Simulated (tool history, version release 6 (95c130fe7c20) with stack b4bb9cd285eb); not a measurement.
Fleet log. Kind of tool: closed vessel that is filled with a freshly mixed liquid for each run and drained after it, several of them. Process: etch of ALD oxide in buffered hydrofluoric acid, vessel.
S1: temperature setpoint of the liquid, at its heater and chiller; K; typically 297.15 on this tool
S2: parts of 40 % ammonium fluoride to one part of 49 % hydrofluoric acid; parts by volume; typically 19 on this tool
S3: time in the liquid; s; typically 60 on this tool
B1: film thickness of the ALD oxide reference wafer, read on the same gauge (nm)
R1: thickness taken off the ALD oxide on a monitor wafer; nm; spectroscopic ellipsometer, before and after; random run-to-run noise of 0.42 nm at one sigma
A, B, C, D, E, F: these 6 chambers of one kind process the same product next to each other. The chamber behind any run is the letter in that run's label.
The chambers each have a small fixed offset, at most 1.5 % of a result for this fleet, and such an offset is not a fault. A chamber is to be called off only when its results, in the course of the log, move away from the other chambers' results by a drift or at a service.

run,day,S1,S2,S3,B1,R1
1B,0.312,297.15,19,60,60.006,56.377
2F,0.779,297.15,19,60,59.999,56.287
3E,1.104,297.15,19,60,59.999,56.089
4D,1.562,297.15,19,60,59.971,55.140
5C,2.088,297.15,19,60,59.975,55.616
6A,2.583,297.15,19,60,59.976,56.439
7F,2.983,297.15,19,60,59.996,56.070
8E,3.367,297.15,19,60,59.973,56.385
9A,3.662,297.15,19,60,60.001,56.280
10D,4.242,299.65,19,60,59.999,63.441
11B,4.583,299.65,19,60,60.000,64.429
# day 5.088: chamber D: hydrofluoric acid flow meter replaced
12C,5.129,299.65,19,60,60.005,62.504
13F,5.446,299.65,19,60,59.992,63.566
14E,5.942,299.65,19,60,60.000,64.581
15D,6.271,299.65,19,60,59.980,63.508
# day 6.358: chamber E: hydrofluoric acid flow meter replaced
16C,6.767,297.15,19,60,59.967,55.691
17B,7.058,297.15,19,60,60.008,55.869
18A,7.654,297.15,19,60,59.999,55.655
19E,7.983,297.15,19,60,59.995,56.625
20F,8.396,297.15,19,60,60.005,55.438
21A,8.783,297.15,19,60,60.017,54.716
22B,9.125,297.15,19,60,60.014,56.378
23C,9.392,297.15,19,60,60.015,55.685
24D,9.708,297.15,19,60,60.013,55.042
# day 10.179: chamber B: thermometer replaced
25B,10.275,297.15,19,60,60.024,56.137
26D,10.842,297.15,19,60,60.007,54.944
27E,11.233,297.15,19,60,59.997,57.005
28A,11.579,297.15,19,60,60.001,53.891
29C,11.988,297.15,19,60,59.998,55.668
30F,12.538,297.15,19,60,60.013,56.160
31C,13.075,297.15,19,60,59.991,55.104
32A,13.483,297.15,19,60,60.025,53.348
33B,14.071,297.15,19,60,60.002,56.165
34D,14.533,297.15,19,60,59.985,55.835
35E,15.033,297.15,19,75,59.998,69.558
36F,15.308,297.15,19,75,60.018,68.738
37B,15.688,297.15,19,75,59.992,70.386
38C,15.988,297.15,19,75,60.006,70.098
39D,16.333,297.15,19,75,60.006,68.522

Which is it: a chamber that has drifted or been left off by a service, a gauge drift common to all chambers, or only each chamber's usual small offset? If a chamber is off, name it and its likeliest cause.

It is chamber A that slowly wanders off from its peers.
Cause: hydrofluoric acid flow below the setpoint (%) = 7.61.
The log may not tell that from: liquid colder than its thermometer reads (K).

Below are 4 candidate recipes for chamber A's next run, each the usual settings with a change, their results shown as question marks. Which of them brings A's results back in line with what the other chambers give on the usual settings?
In line means no further than this from the other chambers' mean on the usual settings: R1 1.500 nm
40A-1,16.758,297.65,18.0,60,,?
40A-2,16.758,296.15,20.5,60,,?
40A-3,16.758,297.65,19.0,65,,?
40A-4,16.758,296.15,19.0,60,,?

The mean the other chambers reach with the usual settings: R1 55.719 nm
run,R1
40A-1,56.247
40A-2,46.995
40A-3,58.300
40A-4,49.482
It is 40A-1 that realigns the chamber with its peers.
